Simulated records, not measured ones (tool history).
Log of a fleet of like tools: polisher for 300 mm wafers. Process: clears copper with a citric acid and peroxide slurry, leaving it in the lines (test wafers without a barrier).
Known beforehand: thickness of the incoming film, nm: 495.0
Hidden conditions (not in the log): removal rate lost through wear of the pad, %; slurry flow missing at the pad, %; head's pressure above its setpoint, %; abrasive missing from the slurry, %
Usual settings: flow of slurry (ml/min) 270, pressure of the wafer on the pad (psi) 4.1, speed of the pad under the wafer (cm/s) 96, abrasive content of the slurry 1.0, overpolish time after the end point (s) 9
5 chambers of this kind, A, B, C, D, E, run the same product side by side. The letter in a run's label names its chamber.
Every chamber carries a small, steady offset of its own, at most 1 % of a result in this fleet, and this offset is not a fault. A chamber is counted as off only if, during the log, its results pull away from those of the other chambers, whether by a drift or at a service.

run,hour,flow of slurry (ml/min),pressure of the wafer on the pad (psi),speed of the pad under the wafer (cm/s),abrasive content of the slurry,overpolish time after the end point (s),wafers polished on this pad,hours since the slurry nozzle was cleaned,hours since the head pressure was calibrated,hours since the slurry blender was calibrated,time until the end point was called (s),dishing of a wide line in a test structure (Å)
1B,10.1,270,4.1,96,1.0,9,174,233.1,835.1,186.1,142.77,206.40
2C,17.5,270,4.1,96,1.0,9,995,203.1,620.7,279.8,141.07,204.69
# hour 22.5: chamber D: worn pad replaced by a new one
3E,26.4,270,4.1,96,1.0,9,580,42.0,324.5,126.0,136.97,198.82
4A,34.7,270,4.1,96,1.0,9,714,378.9,253.2,50.1,138.89,208.67
5D,39.4,270,4.1,96,1.0,9,112,211.0,1196.9,342.1,139.20,202.00
6C,45.4,270,4.1,96,1.0,9,1180,231.0,648.6,307.7,136.61,201.38
7E,51.9,270,4.1,96,1.0,9,749,67.5,350.0,151.5,138.62,202.09
8B,57.6,270,4.1,96,1.0,9,489,280.6,882.6,233.6,138.87,210.02
# hour 62.2: chamber D: slurry blender recalibrated
9A,64.2,270,4.1,96,1.0,9,909,408.4,282.7,79.6,137.48,200.24
10D,69.2,270,4.1,120,0.9,9,309,240.8,1226.7,7.0,114.59,228.20
# hour 73.6: chamber A: worn pad replaced by a new one
# hour 79.3: chamber B: slurry blender recalibrated
11C,79.5,270,4.1,120,0.9,9,1406,265.1,682.7,341.8,116.91,234.97
12D,84.0,270,4.1,120,0.9,9,407,255.6,1241.5,21.8,115.59,237.07
# hour 91.2: chamber C: worn pad replaced by a new one
# hour 91.7: chamber E: slurry blender recalibrated
13E,93.0,270,4.1,120,0.9,9,1022,108.6,391.1,1.4,113.64,231.65
14B,98.8,270,4.1,120,0.9,9,762,321.8,923.8,19.6,116.46,236.19
# hour 103.1: chamber C: slurry blender recalibrated
15A,106.8,270,4.1,96,1.0,9,220,451.0,325.3,122.2,142.24,207.26
16A,111.7,270,4.1,96,1.0,9,253,455.9,330.2,127.1,138.90,201.82
# hour 112.8: chamber E: worn pad replaced by a new one
17D,120.5,270,4.1,96,1.0,9,649,292.1,1278.0,58.3,137.77,204.41
18B,126.1,270,4.1,96,1.0,9,943,349.1,951.1,46.9,137.79,203.00
19E,132.1,270,4.1,96,1.0,9,128,147.7,430.2,40.5,134.25,210.02
20C,141.4,270,4.1,96,1.0,9,332,327.0,744.6,38.4,139.14,203.01
21B,146.6,270,4.1,96,1.0,9,1079,369.6,971.6,67.4,140.94,199.40
22D,151.8,270,4.1,76,1.0,13,856,323.4,1309.3,89.6,177.44,227.24
23E,161.1,270,4.1,76,1.0,13,320,176.7,459.2,69.5,165.80,230.26
# hour 166.4: chamber B: worn pad replaced by a new one
24C,170.1,270,4.1,76,1.0,13,523,355.7,773.3,67.1,178.53,225.53
25A,179.4,270,4.1,76,1.0,13,701,523.6,397.9,194.8,173.89,227.78
26E,189.6,270,4.1,76,1.0,13,509,205.2,487.7,98.0,170.15,239.44
# hour 192.3: chamber D: worn pad replaced by a new one
27B,196.6,270,4.1,96,1.0,9,200,419.6,1021.6,117.4,138.06,209.62
28A,205.3,340,4.1,96,1.0,9,873,549.5,423.8,220.7,136.44,217.88
29D,210.7,340,4.1,96,1.0,9,122,382.3,1368.2,148.5,139.83,202.37
# hour 213.3: chamber C: head pressure recalibrated
# hour 215.0: chamber A: worn pad replaced by a new one
30C,218.5,340,4.1,96,1.0,9,843,404.1,5.2,115.5,139.60,210.59
31E,226.2,340,4.1,96,1.0,9,751,241.8,524.3,134.6,127.47,218.87
# hour 226.3: chamber A: slurry nozzle cleaned
32C,235.0,340,4.1,96,1.0,9,953,420.6,21.7,132.0,137.38,211.64
33B,241.0,270,4.1,64,1.0,9,494,464.0,1066.0,161.8,211.74,152.61
34A,245.4,270,4.1,64,1.0,9,201,19.2,463.9,260.8,206.00,152.68
35D,249.9,270,4.1,64,1.0,9,382,421.5,1407.4,187.7,209.87,145.40
# hour 250.3: chamber A: slurry blender recalibrated
# hour 251.8: chamber E: slurry blender recalibrated
36A,259.0,270,4.1,64,1.0,9,291,32.8,477.5,8.7,202.82,149.78
37D,265.4,270,4.1,64,1.0,9,485,437.0,1422.9,203.2,210.78,146.36
38E,272.9,270,4.1,96,1.0,9,1061,288.5,571.0,21.1,128.45,223.63
# hour 278.5: chamber E: worn pad replaced by a new one
39B,279.0,270,4.1,96,1.0,9,746,502.0,1104.0,199.8,144.13,197.67
# hour 283.1: chamber C: worn pad replaced by a new one
40C,284.6,270,4.1,96,1.0,9,10,470.2,71.3,181.6,141.96,203.95
41B,291.5,270,4.1,96,1.0,9,829,514.5,1116.5,212.3,142.53,201.09
42E,301.3,270,3.2,96,1.0,9,151,316.9,599.4,49.5,160.79,190.59
43D,306.3,270,3.2,96,1.0,9,756,477.9,1463.8,244.1,177.03,171.64

Next, every chamber runs the same settings. What will each give?
44A,313.7,270,4.1,96,1.0,9,,,,,?,?
44B,313.7,270,4.1,96,1.0,9,,,,,?,?
44C,313.7,270,4.1,96,1.0,9,,,,,?,?
44D,313.7,270,4.1,96,1.0,9,,,,,?,?
44E,313.7,270,4.1,96,1.0,9,,,,,?,?

run,time until the end point was called (s),dishing of a wide line in a test structure (Å)
44A,137.19,205.24
44B,142.41,203.27
44C,142.51,209.33
44D,141.68,210.61
44E,128.22,222.69

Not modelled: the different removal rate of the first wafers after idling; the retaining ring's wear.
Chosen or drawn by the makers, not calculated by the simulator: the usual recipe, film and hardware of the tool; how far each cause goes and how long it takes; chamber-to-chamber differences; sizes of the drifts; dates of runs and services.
